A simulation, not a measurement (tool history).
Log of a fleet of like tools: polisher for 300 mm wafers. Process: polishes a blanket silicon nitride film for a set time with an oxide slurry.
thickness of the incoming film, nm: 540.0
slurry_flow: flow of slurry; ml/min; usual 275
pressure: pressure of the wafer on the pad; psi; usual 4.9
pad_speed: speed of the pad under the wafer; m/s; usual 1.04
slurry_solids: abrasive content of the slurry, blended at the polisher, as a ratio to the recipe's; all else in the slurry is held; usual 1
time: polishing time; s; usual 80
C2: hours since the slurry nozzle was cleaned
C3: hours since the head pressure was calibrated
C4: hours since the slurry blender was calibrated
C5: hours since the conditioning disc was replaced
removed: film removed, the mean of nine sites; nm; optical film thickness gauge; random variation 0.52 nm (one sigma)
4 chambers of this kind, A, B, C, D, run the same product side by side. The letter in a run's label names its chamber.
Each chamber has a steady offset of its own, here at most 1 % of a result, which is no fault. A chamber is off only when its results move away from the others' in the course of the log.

{"run": "1C", "day": 0.258, "slurry_flow": 275, "pressure": 4.9, "pad_speed": 1.04, "slurry_solids": 1, "time": 80, "wafers polished on this pad": 970, "C2": 328.4, "C3": 76.2, "C4": 154, "C5": 161.1, "removed": 59.809}
{"run": "2B", "day": 0.696, "slurry_flow": 275, "pressure": 4.9, "pad_speed": 1.04, "slurry_solids": 1, "time": 80, "wafers polished on this pad": 783, "C2": 594.5, "C3": 214.1, "C4": 193.1, "C5": 381, "removed": 58.684}
{"day": 0.75, "done": "chamber C: conditioning disc replaced and pad reconditioned"}
{"day": 0.85, "done": "chamber D: slurry blender recalibrated"}
{"run": "3A", "day": 1.158, "slurry_flow": 275, "pressure": 4.9, "pad_speed": 1.04, "slurry_solids": 1, "time": 80, "wafers polished on this pad": 589, "C2": 164.3, "C3": 312, "C4": 126.8, "C5": 174, "removed": 57.713}
{"day": 1.379, "done": "chamber C: worn pad replaced by a new one"}
{"day": 1.604, "done": "chamber D: conditioning disc replaced and pad reconditioned"}
{"run": "4D", "day": 1.625, "slurry_flow": 275, "pressure": 4.9, "pad_speed": 1.04, "slurry_solids": 1, "time": 80, "wafers polished on this pad": 682, "C2": 110.2, "C3": 295.5, "C4": 18.6, "C5": 0.5, "removed": 58.959}
{"run": "5C", "day": 1.879, "slurry_flow": 275, "pressure": 4.9, "pad_speed": 1.04, "slurry_solids": 1, "time": 80, "wafers polished on this pad": 114, "C2": 367.3, "C3": 115.1, "C4": 192.9, "C5": 27.1, "removed": 58.775}
{"day": 2.117, "done": "chamber B: worn pad replaced by a new one"}
{"run": "6B", "day": 2.288, "slurry_flow": 275, "pressure": 4.9, "pad_speed": 1.04, "slurry_solids": 1, "time": 80, "wafers polished on this pad": 39, "C2": 632.7, "C3": 252.3, "C4": 231.3, "C5": 419.2, "removed": 58.855}
{"day": 2.358, "done": "chamber A: worn pad replaced by a new one"}
{"run": "7D", "day": 2.742, "slurry_flow": 275, "pressure": 4.9, "pad_speed": 1.04, "slurry_solids": 1, "time": 80, "wafers polished on this pad": 935, "C2": 137, "C3": 322.3, "C4": 45.4, "C5": 27.3, "removed": 58.713}
{"run": "8A", "day": 3.188, "slurry_flow": 275, "pressure": 4.9, "pad_speed": 1.04, "slurry_solids": 1, "time": 80, "wafers polished on this pad": 188, "C2": 213, "C3": 360.7, "C4": 175.5, "C5": 222.7, "removed": 57.862}
{"run": "9A", "day": 3.575, "slurry_flow": 275, "pressure": 4.9, "pad_speed": 1.04, "slurry_solids": 1, "time": 80, "wafers polished on this pad": 276, "C2": 222.3, "C3": 370, "C4": 184.8, "C5": 232, "removed": 58.844}
{"run": "10C", "day": 3.996, "slurry_flow": 275, "pressure": 4.9, "pad_speed": 1.04, "slurry_solids": 1, "time": 80, "wafers polished on this pad": 595, "C2": 418.1, "C3": 165.9, "C4": 243.7, "C5": 77.9, "removed": 58.395}
{"day": 4.158, "done": "chamber D: worn pad replaced by a new one"}
{"day": 4.192, "done": "chamber B: head pressure recalibrated"}
{"day": 4.296, "done": "chamber A: conditioning disc replaced and pad reconditioned"}
{"run": "11D", "day": 4.492, "slurry_flow": 275, "pressure": 4.9, "pad_speed": 1.04, "slurry_solids": 1, "time": 80, "wafers polished on this pad": 75, "C2": 179, "C3": 364.3, "C4": 87.4, "C5": 69.3, "removed": 58.963}
{"day": 4.55, "done": "chamber C: slurry nozzle cleaned"}
{"run": "12B", "day": 4.788, "slurry_flow": 275, "pressure": 4.9, "pad_speed": 1.04, "slurry_solids": 1, "time": 80, "wafers polished on this pad": 607, "C2": 692.7, "C3": 14.4, "C4": 291.3, "C5": 479.2, "removed": 59.369}
{"run": "13C", "day": 5.208, "slurry_flow": 275, "pressure": 4.9, "pad_speed": 1.04, "slurry_solids": 1, "time": 80, "wafers polished on this pad": 871, "C2": 15.9, "C3": 195, "C4": 272.8, "C5": 107, "removed": 58.722}
{"day": 5.554, "done": "chamber B: slurry nozzle cleaned"}
{"run": "14B", "day": 5.704, "slurry_flow": 275, "pressure": 4.9, "pad_speed": 1.04, "slurry_solids": 1, "time": 80, "wafers polished on this pad": 815, "C2": 3.7, "C3": 36.4, "C4": 313.3, "C5": 501.2, "removed": 59.419}
{"day": 6.079, "done": "chamber A: worn pad replaced by a new one"}
{"run": "15D", "day": 6.15, "slurry_flow": 275, "pressure": 4.9, "pad_speed": 1.04, "slurry_solids": 1, "time": 80, "wafers polished on this pad": 452, "C2": 218.8, "C3": 404.1, "C4": 127.2, "C5": 109.1, "removed": 59.403}
{"day": 6.496, "done": "chamber B: slurry blender recalibrated"}
{"run": "16A", "day": 6.592, "slurry_flow": 275, "pressure": 4.9, "pad_speed": 1.04, "slurry_solids": 1, "time": 80, "wafers polished on this pad": 116, "C2": 294.7, "C3": 442.4, "C4": 257.2, "C5": 55.1, "removed": 59.122}
{"day": 6.608, "done": "chamber C: worn pad replaced by a new one"}
{"run": "17C", "day": 6.892, "slurry_flow": 275, "pressure": 4.9, "pad_speed": 1.04, "slurry_solids": 1, "time": 80, "wafers polished on this pad": 64, "C2": 56.3, "C3": 235.4, "C4": 313.2, "C5": 147.4, "removed": 59.411}
{"day": 7.121, "done": "chamber B: worn pad replaced by a new one"}
{"run": "18B", "day": 7.304, "slurry_flow": 275, "pressure": 4.9, "pad_speed": 1.04, "slurry_solids": 1, "time": 80, "wafers polished on this pad": 42, "C2": 42.1, "C3": 74.8, "C4": 19.4, "C5": 539.6, "removed": 58.757}
{"day": 7.525, "done": "chamber A: slurry nozzle cleaned"}
{"run": "19D", "day": 7.625, "slurry_flow": 275, "pressure": 4.9, "pad_speed": 1.04, "slurry_solids": 1, "time": 80, "wafers polished on this pad": 788, "C2": 254.2, "C3": 439.5, "C4": 162.6, "C5": 144.5, "removed": 60.12}
{"run": "20A", "day": 7.896, "slurry_flow": 275, "pressure": 4.9, "pad_speed": 1.04, "slurry_solids": 1, "time": 80, "wafers polished on this pad": 413, "C2": 8.9, "C3": 473.7, "C4": 288.5, "C5": 86.4, "removed": 58.308}
{"run": "21C", "day": 8.2, "slurry_flow": 275, "pressure": 4.9, "pad_speed": 1.04, "slurry_solids": 1, "time": 80, "wafers polished on this pad": 362, "C2": 87.7, "C3": 266.8, "C4": 344.6, "C5": 178.8, "removed": 58.55}
{"run": "22A", "day": 8.542, "slurry_flow": 275, "pressure": 4.9, "pad_speed": 1.04, "slurry_solids": 1, "time": 80, "wafers polished on this pad": 560, "C2": 24.4, "C3": 489.2, "C4": 304, "C5": 101.9, "removed": 58.936}
{"run": "23D", "day": 8.946, "slurry_flow": 275, "pressure": 4.9, "pad_speed": 1.04, "slurry_solids": 1, "time": 80, "wafers polished on this pad": 1088, "C2": 285.9, "C3": 471.2, "C4": 194.3, "C5": 176.2, "removed": 58.922}
{"day": 9.179, "done": "chamber D: slurry nozzle cleaned"}
{"run": "24B", "day": 9.233, "slurry_flow": 275, "pressure": 3.4, "pad_speed": 1.04, "slurry_solids": 1, "time": 80, "wafers polished on this pad": 480, "C2": 88.4, "C3": 121.1, "C4": 65.7, "C5": 585.9, "removed": 41.803}
{"day": 9.45, "done": "chamber C: conditioning disc replaced and pad reconditioned"}
{"run": "25C", "day": 9.667, "slurry_flow": 275, "pressure": 3.4, "pad_speed": 1.04, "slurry_solids": 1, "time": 80, "wafers polished on this pad": 695, "C2": 122.9, "C3": 302, "C4": 379.8, "C5": 5.3, "removed": 41.092}
{"day": 9.742, "done": "chamber A: worn pad replaced by a new one"}
{"day": 9.842, "done": "chamber B: conditioning disc replaced and pad reconditioned"}
{"run": "26B", "day": 9.988, "slurry_flow": 275, "pressure": 3.4, "pad_speed": 1.04, "slurry_solids": 1, "time": 80, "wafers polished on this pad": 652, "C2": 106.5, "C3": 139.2, "C4": 83.8, "C5": 3.6, "removed": 40.446}
{"day": 10.046, "done": "chamber D: worn pad replaced by a new one"}
{"run": "27D", "day": 10.296, "slurry_flow": 275, "pressure": 3.4, "pad_speed": 1.04, "slurry_solids": 1, "time": 80, "wafers polished on this pad": 57, "C2": 26.8, "C3": 503.6, "C4": 226.7, "C5": 208.6, "removed": 41.261}
{"run": "28A", "day": 10.654, "slurry_flow": 275, "pressure": 4.9, "pad_speed": 1.04, "slurry_solids": 1, "time": 80, "wafers polished on this pad": 207, "C2": 75.1, "C3": 539.9, "C4": 354.7, "C5": 152.6, "removed": 58.027}
{"run": "29A", "day": 10.888, "slurry_flow": 275, "pressure": 4.9, "pad_speed": 1.04, "slurry_solids": 1, "time": 80, "wafers polished on this pad": 260, "C2": 80.7, "C3": 545.5, "C4": 360.3, "C5": 158.2, "removed": 58.622}
{"run": "30B", "day": 11.317, "slurry_flow": 350, "pressure": 4.9, "pad_speed": 1.04, "slurry_solids": 1, "time": 103, "wafers polished on this pad": 954, "C2": 138.4, "C3": 171.1, "C4": 115.7, "C5": 35.5, "removed": 77.947}
{"run": "31C", "day": 11.642, "slurry_flow": 350, "pressure": 4.9, "pad_speed": 1.04, "slurry_solids": 1, "time": 103, "wafers polished on this pad": 1144, "C2": 170.3, "C3": 349.4, "C4": 427.2, "C5": 52.7, "removed": 78.613}
{"run": "32D", "day": 11.904, "slurry_flow": 350, "pressure": 4.9, "pad_speed": 1.04, "slurry_solids": 1, "time": 103, "wafers polished on this pad": 422, "C2": 65.4, "C3": 542.2, "C4": 265.3, "C5": 247.2, "removed": 76.191}
{"day": 12.312, "done": "chamber B: worn pad replaced by a new one"}
{"day": 12.338, "done": "chamber A: slurry blender recalibrated"}
{"run": "33A", "day": 12.358, "slurry_flow": 350, "pressure": 4.9, "pad_speed": 1.04, "slurry_solids": 1, "time": 103, "wafers polished on this pad": 594, "C2": 116, "C3": 580.8, "C4": 0.6, "C5": 193.5, "removed": 78.028}
{"run": "34D", "day": 12.829, "slurry_flow": 275, "pressure": 4.9, "pad_speed": 0.8, "slurry_solids": 1, "time": 61, "wafers polished on this pad": 633, "C2": 87.6, "C3": 564.4, "C4": 287.5, "C5": 269.4, "removed": 36.355}
{"day": 13.062, "done": "chamber C: worn pad replaced by a new one"}
{"run": "35B", "day": 13.062, "slurry_flow": 275, "pressure": 4.9, "pad_speed": 0.8, "slurry_solids": 1, "time": 61, "wafers polished on this pad": 171, "C2": 180.3, "C3": 213, "C4": 157.6, "C5": 77.4, "removed": 35.913}
{"day": 13.317, "done": "chamber C: slurry blender recalibrated"}
{"run": "36C", "day": 13.496, "slurry_flow": 275, "pressure": 4.9, "pad_speed": 0.8, "slurry_solids": 1, "time": 61, "wafers polished on this pad": 98, "C2": 214.8, "C3": 393.9, "C4": 4.3, "C5": 97.2, "removed": 36.522}
{"day": 13.546, "done": "chamber A: worn pad replaced by a new one"}
{"run": "37B", "day": 13.758, "slurry_flow": 275, "pressure": 4.9, "pad_speed": 0.8, "slurry_solids": 1, "time": 61, "wafers polished on this pad": 329, "C2": 197, "C3": 229.7, "C4": 174.3, "C5": 94.1, "removed": 36.371}
{"run": "38A", "day": 14.05, "slurry_flow": 275, "pressure": 4.9, "pad_speed": 1.04, "slurry_solids": 1, "time": 80, "wafers polished on this pad": 114, "C2": 156.6, "C3": 621.4, "C4": 41.2, "C5": 234.1, "removed": 59.046}
{"day": 14.242, "done": "chamber A: conditioning disc replaced and pad reconditioned"}
{"run": "39D", "day": 14.462, "slurry_flow": 275, "pressure": 4.9, "pad_speed": 1.04, "slurry_solids": 1, "time": 80, "wafers polished on this pad": 1004, "C2": 126.8, "C3": 603.6, "C4": 326.7, "C5": 308.6, "removed": 59.457}
{"run": "40C", "day": 14.912, "slurry_flow": 275, "pressure": 4.9, "pad_speed": 1.04, "slurry_solids": 1, "time": 80, "wafers polished on this pad": 420, "C2": 248.8, "C3": 427.9, "C4": 38.3, "C5": 131.2, "removed": 59.49}
{"run": "41C", "day": 15.288, "slurry_flow": 275, "pressure": 4.9, "pad_speed": 1.04, "slurry_solids": 1, "time": 80, "wafers polished on this pad": 506, "C2": 257.8, "C3": 436.9, "C4": 47.3, "C5": 140.2, "removed": 57.994}
{"run": "42A", "day": 15.792, "slurry_flow": 275, "pressure": 4.9, "pad_speed": 1.04, "slurry_solids": 1, "time": 80, "wafers polished on this pad": 510, "C2": 198.4, "C3": 663.2, "C4": 83, "C5": 37.3, "removed": 58.671}

Is one chamber off against the others, does the gauge drift, or is nothing wrong? If a chamber is off, say which, and what the likeliest cause is.

No chamber stands off beyond its own small offset, and the gauge holds steady.
